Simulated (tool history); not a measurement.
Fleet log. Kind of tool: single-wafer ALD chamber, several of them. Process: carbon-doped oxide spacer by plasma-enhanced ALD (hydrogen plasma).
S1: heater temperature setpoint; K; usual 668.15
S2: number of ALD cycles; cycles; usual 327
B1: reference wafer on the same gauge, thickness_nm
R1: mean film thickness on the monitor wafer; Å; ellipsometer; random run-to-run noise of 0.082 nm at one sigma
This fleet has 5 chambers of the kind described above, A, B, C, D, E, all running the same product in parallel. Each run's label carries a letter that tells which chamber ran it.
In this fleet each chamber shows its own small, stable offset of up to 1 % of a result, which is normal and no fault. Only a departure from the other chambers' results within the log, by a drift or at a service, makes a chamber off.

run,day,S1,S2,B1,R1
1D,0.608,668.15,327,18.994,162.42
2E,0.904,668.15,327,19.001,165.00
3C,1.229,668.15,327,19.018,163.83
4A,1.750,668.15,327,18.984,163.76
5B,2.038,668.15,327,18.998,163.49
6E,2.500,668.15,327,18.987,164.74
7B,2.883,668.15,327,19.010,163.92
8C,3.175,668.15,327,18.990,164.61
9A,3.600,668.15,327,19.012,164.42
10D,4.025,668.15,327,19.008,162.76
11C,4.371,668.15,327,19.008,164.39
12E,4.750,668.15,327,19.004,163.74
13B,5.283,668.15,327,18.993,162.52
14D,5.688,668.15,327,19.020,163.38
# day 5.725: chamber E: thermocouple changed; heater temperature recalibrated
15A,6.079,668.15,327,19.032,166.22
16E,6.592,668.15,265,18.992,133.87
17B,6.962,668.15,265,19.007,133.46
18C,7.504,668.15,265,18.987,132.99
19A,7.771,668.15,265,18.998,133.53
20D,8.362,668.15,265,19.010,132.69
21E,8.729,668.15,327,19.020,163.33
22A,9.292,668.15,327,19.000,165.26
23D,9.625,668.15,291,18.991,146.12
24B,10.004,668.15,291,19.005,145.17
25C,10.392,668.15,291,19.008,145.70
26C,10.862,668.15,291,18.988,147.47
27A,11.462,668.15,291,18.997,146.48
28D,11.854,668.15,327,19.011,162.63
29B,12.421,668.15,327,19.023,164.45
30E,12.950,668.15,327,18.984,162.84
31E,13.350,668.15,327,19.010,164.20

Next, every chamber runs the same settings. What will each give?
32A,13.788,682.15,327,,?
32B,13.788,682.15,327,,?
32C,13.788,682.15,327,,?
32D,13.788,682.15,327,,?
32E,13.788,682.15,327,,?

run,R1
32A,160.06
32B,157.65
32C,159.15
32D,159.26
32E,160.10
